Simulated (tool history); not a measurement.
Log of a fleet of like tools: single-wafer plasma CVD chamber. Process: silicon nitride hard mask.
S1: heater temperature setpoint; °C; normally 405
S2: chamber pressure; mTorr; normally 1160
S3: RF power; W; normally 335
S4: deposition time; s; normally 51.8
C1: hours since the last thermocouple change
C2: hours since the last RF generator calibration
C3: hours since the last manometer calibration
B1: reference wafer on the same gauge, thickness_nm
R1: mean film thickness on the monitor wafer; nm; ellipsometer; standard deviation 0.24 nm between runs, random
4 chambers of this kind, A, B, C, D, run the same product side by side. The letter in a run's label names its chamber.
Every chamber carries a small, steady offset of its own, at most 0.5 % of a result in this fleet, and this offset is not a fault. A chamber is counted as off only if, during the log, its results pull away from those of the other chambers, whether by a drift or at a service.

run     day   S1    S2   S3    S4      C1      C2      C3      B1      R1
 1D   0.529  405  1160  335  51.8   259.6  1019.9   233.1   49.48  57.997
 2A   0.962  405  1160  335  51.8  1506.1   787.7   688.8  49.534  58.118
 3C   1.583  405  1160  335  51.8  2361.7   177.1   327.3  49.506  58.158
 4B   2.096  405  1160  335  51.8   539.3   453.8  1149.4  49.518  57.985
 5A   2.767  405  1160  335  51.8  1549.4     831   732.1  49.479  57.978
 6D   3.408  405  1160  335  51.8   328.7    1089   302.2  49.468  57.827
 7B   3.938  405  1160  335  51.8   583.5     498  1193.6  49.529  57.807
 8C   4.404  405  1160  335  51.8  2429.4   244.8     395   49.52  58.053
 9A   4.946  405  1160  335  51.8  1601.7   883.3   784.4   49.45   58.34
10D   5.638  405  1160  335  51.8   382.2  1142.5   355.7  49.456  58.112
11B   6.212  405  1160  335  51.8   638.1   552.6  1248.2  49.495  57.382
12C   6.642  405  1160  335  51.8  2483.1   298.5   448.7  49.462  57.893
13A   7.233  405  1160  335  51.8  1656.6   938.2   839.3  49.486   57.34
14B   7.729  405  1040  335  43.8   674.5     589  1284.6  49.464  47.138
15C   8.162  405  1040  335  43.8  2519.6     335   485.2  49.478  46.954
16D   8.762  405  1040  335  43.8   457.2  1217.5   430.7  49.525  47.051
17B   9.129  405  1040  335  43.8   708.1   622.6  1318.2  49.499  47.247
18A   9.654  405  1160  335  51.8  1714.7   996.3   897.4   49.51  56.981
19D  10.242  405  1160  335  51.8   492.7    1253   466.2  49.531  57.675
20C  10.708  405  1160  335  51.8  2580.7   396.1   546.3  49.484  57.632
21C  11.096  405  1160  335  51.8    2590   405.4   555.6  49.465  58.163
22A  11.625  405  1160  335  51.8    1762  1043.6   944.7  49.526   57.07
     12.008  -- chamber C: thermocouple changed; heater temperature recalibrated
23D  12.142  405  1160  335  51.8   538.3  1298.6   511.8  49.549  57.948
24B   12.45  405  1160  335  51.8   787.8   702.3  1397.9  49.535  57.534
25C  12.979  415  1160  335  51.8    23.4   450.6   600.8   49.42  57.504
26B  13.425  415  1160  335  51.8   811.2   725.7  1421.3  49.435  57.585
27A  13.996  415  1160  335  51.8  1818.9  1100.5  1001.6  49.541  56.541
28D  14.612  415  1160  335  51.8   597.6  1357.9   571.1  49.547  57.388
     14.896  -- chamber B: capacitance manometer re-zeroed and calibrated
29C  15.004  405  1160  335  51.8      72   499.2   649.4   49.52  58.468
30B  15.433  405  1060  335  51.8   859.4   773.9      13  49.502  56.287
31A  16.062  405  1060  335  51.8  1868.5  1150.1  1051.2  49.478  54.789
32D  16.446  405  1060  335  51.8   641.6  1401.9   615.1  49.508  55.861
33C  16.921  405  1060  335  51.8     118   545.2   695.4  49.508  56.028
34B  17.367  405  1160  335  51.8   905.8   820.3    59.4  49.488  57.533
35D  17.667  405  1160  335  51.8   670.9  1431.2   644.4   49.48  57.748
36A  18.354  405  1160  335  51.8  1923.5  1205.1  1106.2  49.495  55.987
37B  18.925  405  1160  335  51.8   943.2   857.7    96.8  49.529  58.025
38D  19.529  405  1160  290  59.6   715.6  1475.9   689.1   49.48  60.544
39A  19.962  405  1160  290  59.6  1962.1  1243.7  1144.8  49.527  58.576
40C  20.421  405  1160  290  59.6     202   629.2   779.4  49.513  60.605

What goes on in this fleet: one chamber off, a drifting gauge, or nothing beyond the chambers' own small offsets? Name the chamber and the cause, if any.

It is chamber A that slowly wanders off from its peers.
Cause: delivered RF power below the setpoint (%) = 6.05.

Which of the 4 candidates below, each the usual settings with something changed and its results left as question marks, puts chamber A back in line with what the other chambers give on the usual settings?
In line means no further than this from the other chambers' mean on the usual settings: R1 0.85 nm
41A-1  20.917  405  1160  335  52.2                   ?
41A-2  20.917  405  1170  340    53                   ?
41A-3  20.917  405  1160  330  50.5                   ?
41A-4  20.917  405  1160  335  51.4                   ?

The mean the other chambers reach with the usual settings: R1 57.891 nm
  run      R1
41A-1  56.326
41A-2  57.893
41A-3  53.968
41A-4  55.465
41A-2 puts the chamber back in line with the other chambers.
